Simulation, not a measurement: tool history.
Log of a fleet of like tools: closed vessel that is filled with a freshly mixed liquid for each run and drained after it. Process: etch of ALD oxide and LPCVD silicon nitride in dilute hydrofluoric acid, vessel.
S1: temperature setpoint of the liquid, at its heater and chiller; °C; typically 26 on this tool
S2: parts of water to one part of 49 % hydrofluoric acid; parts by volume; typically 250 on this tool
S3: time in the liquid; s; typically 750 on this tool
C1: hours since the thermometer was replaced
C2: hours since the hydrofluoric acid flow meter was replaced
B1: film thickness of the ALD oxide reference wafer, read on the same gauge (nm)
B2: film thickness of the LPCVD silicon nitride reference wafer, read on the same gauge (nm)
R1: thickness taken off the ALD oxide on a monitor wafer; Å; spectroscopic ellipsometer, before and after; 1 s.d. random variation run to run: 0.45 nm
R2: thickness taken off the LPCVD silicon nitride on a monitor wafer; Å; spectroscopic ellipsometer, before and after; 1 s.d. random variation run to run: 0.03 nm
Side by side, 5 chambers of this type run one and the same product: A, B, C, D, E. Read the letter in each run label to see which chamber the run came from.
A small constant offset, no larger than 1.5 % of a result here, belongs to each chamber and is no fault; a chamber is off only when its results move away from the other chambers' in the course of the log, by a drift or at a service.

run,hour,S1,S2,S3,C1,C2,B1,B2,R1,R2
1B,5.7,26,250,750,603.1,666.4,99.946,90.007,490.80,17.819
2D,10.7,26,250,750,1003.8,587.7,99.994,89.973,487.90,17.653
3C,15.7,26,250,750,242.6,1160.0,100.010,90.010,487.55,16.893
4E,20.2,26,250,750,850.1,825.6,99.988,90.001,491.89,17.772
5A,25.6,26,250,750,785.1,150.9,99.994,90.010,479.20,17.789
6E,29.7,26,250,750,859.6,835.1,99.993,89.994,491.23,18.192
7A,33.4,26,250,750,792.9,158.7,100.010,90.016,492.59,17.358
8B,37.8,26,250,750,635.2,698.5,99.983,90.009,492.38,17.865
9C,42.3,26,250,750,269.2,1186.6,100.020,89.991,484.27,17.454
10D,45.6,26,250,750,1038.7,622.6,100.060,90.009,488.49,17.394
11B,50.9,26,250,750,648.3,711.6,100.030,89.986,489.03,18.009
12C,56.6,26,250,750,283.5,1200.9,99.994,89.997,493.07,18.019
13E,60.9,26,250,750,890.8,866.3,100.010,89.995,493.74,17.485
14D,64.4,26,250,750,1057.5,641.4,100.000,90.000,483.23,17.678
15A,68.8,26,250,750,828.3,194.1,99.982,89.983,483.08,17.721
16E,74.8,26,250,750,904.7,880.2,100.020,90.026,489.85,17.477
17D,79.1,26,250,750,1072.2,656.1,99.986,90.015,476.83,17.206
18A,82.2,26,250,750,841.7,207.5,100.010,90.006,492.35,18.122
19C,85.9,26,250,750,312.8,1230.2,100.020,89.995,491.80,17.914
20B,92.2,26,250,750,689.6,752.9,99.980,90.012,492.50,17.893
21A,97.0,26,250,750,856.5,222.3,99.975,90.006,492.11,17.849
22E,103.2,26,250,750,933.1,908.6,99.998,89.996,504.20,17.809
23C,106.7,26,250,750,333.6,1251.0,99.987,90.008,496.89,17.033
24D,111.1,26,250,750,1104.2,688.1,100.030,90.010,475.15,16.680
25B,115.4,26,250,750,712.8,776.1,100.000,90.000,498.27,17.628
26B,121.6,26,250,750,719.0,782.3,99.983,89.991,486.52,17.787
27D,124.7,26,250,750,1117.8,701.7,99.994,90.006,471.12,16.130
# hour 126.2: chamber A: thermometer replaced
28A,130.7,26,250,750,4.5,256.0,99.986,89.979,487.30,18.069
29C,133.5,26,250,750,360.4,1277.8,100.020,90.005,491.46,17.777
30E,139.2,26,250,750,969.1,944.6,100.020,90.039,495.17,18.021
31C,142.5,26,250,750,369.4,1286.8,100.020,89.965,488.21,17.859
32E,147.3,26,250,750,977.2,952.7,100.030,89.996,497.77,17.779
33A,151.1,26,250,750,24.9,276.4,99.982,90.015,493.92,18.043
34D,153.9,26,250,750,1147.0,730.9,99.983,89.989,473.88,16.282
35B,160.2,26,250,750,757.6,820.9,100.000,89.953,491.51,18.260
36A,164.3,26,250,750,38.1,289.6,100.030,89.994,493.85,17.639
37C,168.1,26,250,750,395.0,1312.4,99.956,90.010,494.68,18.008
38D,173.1,26,250,750,1166.2,750.1,99.940,89.996,452.04,15.324

Predict what each chamber gives when all 5 of them run the settings below next.
39A,177.6,26,200,750,,,,,?,?
39B,177.6,26,200,750,,,,,?,?
39C,177.6,26,200,750,,,,,?,?
39D,177.6,26,200,750,,,,,?,?
39E,177.6,26,200,750,,,,,?,?

run,R1,R2
39A,656.63,22.803
39B,639.60,22.598
39C,648.59,22.353
39D,604.25,19.381
39E,650.38,21.699
